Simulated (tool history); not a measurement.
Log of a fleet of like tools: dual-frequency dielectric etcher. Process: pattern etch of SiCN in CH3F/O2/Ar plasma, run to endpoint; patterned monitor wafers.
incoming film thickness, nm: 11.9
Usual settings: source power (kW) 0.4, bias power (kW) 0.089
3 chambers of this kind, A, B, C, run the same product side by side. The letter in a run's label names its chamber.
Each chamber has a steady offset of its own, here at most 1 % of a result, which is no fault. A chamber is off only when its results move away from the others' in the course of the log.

-- hour=0.1 chamber A: wet clean of the chamber
run 1B hour=4.1 | source_power_(kW)=0.4 bias_power_(kW)=0.089 | endpoint_time_(s)=29.152
run 2C hour=6.7 | source_power_(kW)=0.4 bias_power_(kW)=0.089 | endpoint_time_(s)=29.6
run 3A hour=9.3 | source_power_(kW)=0.4 bias_power_(kW)=0.089 | endpoint_time_(s)=29.403
run 4B hour=13.4 | source_power_(kW)=0.4 bias_power_(kW)=0.089 | endpoint_time_(s)=29.131
run 5C hour=18.4 | source_power_(kW)=0.4 bias_power_(kW)=0.089 | endpoint_time_(s)=29.697
run 6A hour=23.6 | source_power_(kW)=0.4 bias_power_(kW)=0.089 | endpoint_time_(s)=29.511
run 7B hour=27 | source_power_(kW)=0.4 bias_power_(kW)=0.089 | endpoint_time_(s)=29.075
run 8C hour=32.4 | source_power_(kW)=0.4 bias_power_(kW)=0.089 | endpoint_time_(s)=29.708
run 9A hour=35.3 | source_power_(kW)=0.4 bias_power_(kW)=0.089 | endpoint_time_(s)=29.315
run 10C hour=39.8 | source_power_(kW)=0.4 bias_power_(kW)=0.089 | endpoint_time_(s)=29.653
run 11A hour=44.5 | source_power_(kW)=0.4 bias_power_(kW)=0.089 | endpoint_time_(s)=29.322
run 12B hour=49.8 | source_power_(kW)=0.31 bias_power_(kW)=0.089 | endpoint_time_(s)=31.667
run 13A hour=52.3 | source_power_(kW)=0.31 bias_power_(kW)=0.089 | endpoint_time_(s)=32.343
run 14C hour=57.9 | source_power_(kW)=0.31 bias_power_(kW)=0.089 | endpoint_time_(s)=32.458
run 15B hour=63.2 | source_power_(kW)=0.4 bias_power_(kW)=0.089 | endpoint_time_(s)=28.883
run 16B hour=68 | source_power_(kW)=0.4 bias_power_(kW)=0.089 | endpoint_time_(s)=28.685
run 17A hour=73.2 | source_power_(kW)=0.4 bias_power_(kW)=0.089 | endpoint_time_(s)=29.268
run 18C hour=78.3 | source_power_(kW)=0.4 bias_power_(kW)=0.089 | endpoint_time_(s)=29.68
run 19B hour=82.1 | source_power_(kW)=0.4 bias_power_(kW)=0.089 | endpoint_time_(s)=28.569
run 20A hour=85.2 | source_power_(kW)=0.4 bias_power_(kW)=0.089 | endpoint_time_(s)=29.469
run 21C hour=89.2 | source_power_(kW)=0.4 bias_power_(kW)=0.089 | endpoint_time_(s)=29.612
run 22B hour=94.4 | source_power_(kW)=0.45 bias_power_(kW)=0.079 | endpoint_time_(s)=28.302
run 23C hour=98.9 | source_power_(kW)=0.45 bias_power_(kW)=0.079 | endpoint_time_(s)=29.664
run 24A hour=102.7 | source_power_(kW)=0.45 bias_power_(kW)=0.079 | endpoint_time_(s)=29.446
run 25C hour=108 | source_power_(kW)=0.4 bias_power_(kW)=0.089 | endpoint_time_(s)=29.414
run 26B hour=113.3 | source_power_(kW)=0.4 bias_power_(kW)=0.089 | endpoint_time_(s)=27.89
run 27A hour=117.4 | source_power_(kW)=0.4 bias_power_(kW)=0.089 | endpoint_time_(s)=29.346
run 28C hour=122.3 | source_power_(kW)=0.4 bias_power_(kW)=0.089 | endpoint_time_(s)=29.555
run 29A hour=126.7 | source_power_(kW)=0.4 bias_power_(kW)=0.089 | endpoint_time_(s)=29.147
run 30B hour=131.8 | source_power_(kW)=0.4 bias_power_(kW)=0.089 | endpoint_time_(s)=27.935

All 3 chambers run these settings next. Forecast each chamber's results:
run 31A hour=135.9 | source_power_(kW)=0.4 bias_power_(kW)=0.089 | endpoint_time_(s)=?
run 31B hour=135.9 | source_power_(kW)=0.4 bias_power_(kW)=0.089 | endpoint_time_(s)=?
run 31C hour=135.9 | source_power_(kW)=0.4 bias_power_(kW)=0.089 | endpoint_time_(s)=?

run=31A endpoint_time_(s)=29.432
run=31B endpoint_time_(s)=27.756
run=31C endpoint_time_(s)=29.499
